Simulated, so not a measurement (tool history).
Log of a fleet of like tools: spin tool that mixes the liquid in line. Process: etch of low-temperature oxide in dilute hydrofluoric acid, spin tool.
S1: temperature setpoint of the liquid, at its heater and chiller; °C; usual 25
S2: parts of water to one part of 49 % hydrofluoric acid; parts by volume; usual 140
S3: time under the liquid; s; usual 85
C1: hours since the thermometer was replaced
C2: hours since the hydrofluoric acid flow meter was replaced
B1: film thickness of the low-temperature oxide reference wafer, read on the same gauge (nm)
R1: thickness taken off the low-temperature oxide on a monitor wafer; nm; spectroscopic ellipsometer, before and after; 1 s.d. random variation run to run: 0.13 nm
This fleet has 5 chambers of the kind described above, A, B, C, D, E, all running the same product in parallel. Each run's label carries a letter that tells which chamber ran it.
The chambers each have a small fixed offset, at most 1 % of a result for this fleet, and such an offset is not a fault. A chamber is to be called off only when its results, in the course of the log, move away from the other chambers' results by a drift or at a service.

Run 1B, day 0.392: usual settings; C1 1754.5; C2 840.8; B1 130. Result: R1 20.666 nm.
Run 2A, day 0.738: usual settings; C1 237.7; C2 595.2; B1 130.01. Result: R1 21.023 nm.
Run 3D, day 1.004: usual settings; C1 101.4; C2 919.1; B1 130.01. Result: R1 20.972 nm.
Run 4C, day 1.296: usual settings; C1 77; C2 893.4; B1 130.01. Result: R1 20.388 nm.
Run 5E, day 1.571: usual settings but S1 29 °C, S3 130 s; C1 1316.2; C2 1014.8; B1 130. Result: R1 36.944 nm.
Run 6A, day 1.929: usual settings but S1 29 °C, S3 130 s; C1 266.3; C2 623.8; B1 130.01. Result: R1 36.933 nm.
Run 7D, day 2.246: usual settings but S1 29 °C, S3 130 s; C1 131.2; C2 948.9; B1 130. Result: R1 37.551 nm.
Run 8C, day 2.604: usual settings but S1 29 °C, S3 130 s; C1 108.4; C2 924.8; B1 130. Result: R1 36.501 nm.
Run 9B, day 3.017: usual settings but S1 29 °C, S3 130 s; C1 1817.5; C2 903.8; B1 130.03. Result: R1 36.93 nm.
Run 10E, day 3.283: usual settings; C1 1357.3; C2 1055.9; B1 130. Result: R1 20.73 nm.
Run 11B, day 3.542: usual settings; C1 1830.1; C2 916.4; B1 130. Result: R1 20.745 nm.
Run 12E, day 3.938: usual settings; C1 1373; C2 1071.6; B1 130.01. Result: R1 20.867 nm.
Run 13A, day 4.162: usual settings; C1 319.9; C2 677.4; B1 129.99. Result: R1 20.993 nm.
Run 14C, day 4.433: usual settings; C1 152.3; C2 968.7; B1 130.01. Result: R1 20.68 nm.
At day 4.762: chamber B: hydrofluoric acid flow meter replaced.
Run 15D, day 4.8: usual settings; C1 192.5; C2 1010.2; B1 129.99. Result: R1 20.944 nm.
Run 16D, day 5.033: usual settings; C1 198.1; C2 1015.8; B1 129.99. Result: R1 20.908 nm.
Run 17B, day 5.379: usual settings; C1 1874.2; C2 14.9; B1 129.99. Result: R1 20.609 nm.
Run 18A, day 5.617: usual settings; C1 354.8; C2 712.3; B1 130. Result: R1 20.91 nm.
Run 19E, day 5.971: usual settings but S1 27.5 °C, S2 190 parts by volume; C1 1421.8; C2 1120.4; B1 130.01. Result: R1 15.857 nm.
Run 20C, day 6.212: usual settings but S1 27.5 °C, S2 190 parts by volume; C1 195; C2 1011.4; B1 130.04. Result: R1 15.688 nm.
Run 21D, day 6.558: usual settings but S1 27.5 °C, S2 190 parts by volume; C1 234.7; C2 1052.4; B1 130. Result: R1 15.956 nm.
Run 22B, day 6.754: usual settings but S1 27.5 °C, S2 190 parts by volume; C1 1907.2; C2 47.9; B1 130. Result: R1 15.924 nm.
Run 23C, day 7: usual settings but S1 27.5 °C, S2 190 parts by volume; C1 213.9; C2 1030.3; B1 130. Result: R1 15.572 nm.
Run 24E, day 7.204: usual settings; C1 1451.4; C2 1150; B1 130. Result: R1 20.885 nm.
Run 25A, day 7.571: usual settings; C1 401.7; C2 759.2; B1 130.01. Result: R1 20.965 nm.
Run 26D, day 7.808: usual settings; C1 264.7; C2 1082.4; B1 130.01. Result: R1 20.86 nm.
Run 27E, day 8.171: usual settings; C1 1474.6; C2 1173.2; B1 130. Result: R1 20.891 nm.
Run 28B, day 8.588: usual settings; C1 1951.2; C2 91.9; B1 130.02. Result: R1 20.625 nm.
Run 29C, day 8.867: usual settings; C1 258.7; C2 1075.1; B1 129.98. Result: R1 20.379 nm.
Run 30A, day 9.104: usual settings; C1 438.5; C2 796; B1 129.99. Result: R1 20.733 nm.
Run 31A, day 9.512: usual settings; C1 448.3; C2 805.8; B1 130.01. Result: R1 20.988 nm.
Run 32D, day 9.9: usual settings; C1 314.9; C2 1132.6; B1 129.99. Result: R1 20.852 nm.
Run 33C, day 10.146: usual settings but S1 20.5 °C; C1 289.4; C2 1105.8; B1 130. Result: R1 17.447 nm.
Run 34E, day 10.421: usual settings but S1 20.5 °C; C1 1528.6; C2 1227.2; B1 130.01. Result: R1 17.383 nm.

Is one chamber out of step, is the gauge drifting, or do the chambers differ by no more than their own small offsets? For an off chamber, give its letter and the likeliest cause.

Neither any chamber nor the gauge drifts; the chambers differ only by their own small, steady offsets.
